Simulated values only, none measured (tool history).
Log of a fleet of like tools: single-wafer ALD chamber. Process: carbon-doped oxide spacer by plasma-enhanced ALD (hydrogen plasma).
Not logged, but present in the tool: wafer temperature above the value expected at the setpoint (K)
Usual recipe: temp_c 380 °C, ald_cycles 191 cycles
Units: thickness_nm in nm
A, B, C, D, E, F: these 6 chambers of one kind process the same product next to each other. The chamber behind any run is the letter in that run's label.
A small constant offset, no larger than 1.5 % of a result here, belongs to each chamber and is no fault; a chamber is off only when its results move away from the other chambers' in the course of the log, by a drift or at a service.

run	hour	temp_c	ald_cycles	hours since the last thermocouple change	read-back reference wafer on the same gauge, thickness_nm	thickness_nm
1B	15.2	380	191	1316.3	8.4986	9.5486
2F	23.6	380	191	1197.1	8.4989	9.6141
3D	33.9	380	191	1811.7	8.4977	9.5112
4A	42.2	380	191	598.5	8.4962	9.5519
5E	49.3	390	191	980.6	8.4969	9.5847
6C	60.1	390	191	1841.7	8.4921	9.4068
7E	71.3	390	191	1002.6	8.4927	9.5716
8C	80.6	390	191	1862.2	8.4926	9.395
9B	95.9	390	191	1397	8.4908	9.5259
10F	105.5	390	191	1279	8.4915	9.6139
11A	114.7	380	191	671	8.487	9.5523
12D	127.1	380	191	1904.9	8.4889	9.5113
13C	142.5	380	191	1924.1	8.4866	9.3935
14F	157.2	380	191	1330.7	8.4853	9.5946
15E	168.1	380	191	1099.4	8.4849	9.5687
16B	182.3	380	191	1483.4	8.4811	9.5309
17D	194.8	380	191	1972.6	8.4812	9.49
18A	209.1	380	191	765.4	8.476	9.5395
19D	222.6	380	191	2000.4	8.4781	9.4728
20C	233.3	370	203	2014.9	8.4769	9.9557
21B	244.4	370	203	1545.5	8.4757	10.157
22A	257.7	370	203	814	8.4725	10.152
23E	268.1	370	203	1199.4	8.4699	10.152
24F	275.9	370	203	1449.4	8.4742	10.201
25A	285.3	370	203	841.6	8.4716	10.126
26B	292.8	380	191	1593.9	8.4715	9.5202
27C	303.6	380	164	2085.2	8.4705	8.0618
28E	315.5	380	164	1246.8	8.4675	8.1859
29F	327.9	380	164	1501.4	8.4643	8.2139
30D	341.8	380	164	2119.6	8.4626	8.1165
31E	354	380	164	1285.3	8.4667	8.1843
32D	361.7	380	164	2139.5	8.4639	8.1401
33F	375.9	369	159	1549.4	8.4618	7.9649
34C	390	369	159	2171.6	8.4623	7.8035
35B	402.2	369	159	1703.3	8.4579	7.9014
36A	414.2	369	159	970.5	8.456	7.9245
37B	423.1	369	159	1724.2	8.4554	7.9189
38F	435	369	159	1608.5	8.4544	7.9572
39E	449.4	380	191	1380.7	8.4564	9.5317
40A	457.3	380	191	1013.6	8.4556	9.5297

What goes on in this fleet: one chamber off, a drifting gauge, or nothing beyond the chambers' own small offsets? Name the chamber and the cause, if any.

No chamber is off; the gauge reading every chamber's wafers drifts, which makes the whole fleet appear to move together.
What lies behind it: gauge reads low (%) = 0.561.

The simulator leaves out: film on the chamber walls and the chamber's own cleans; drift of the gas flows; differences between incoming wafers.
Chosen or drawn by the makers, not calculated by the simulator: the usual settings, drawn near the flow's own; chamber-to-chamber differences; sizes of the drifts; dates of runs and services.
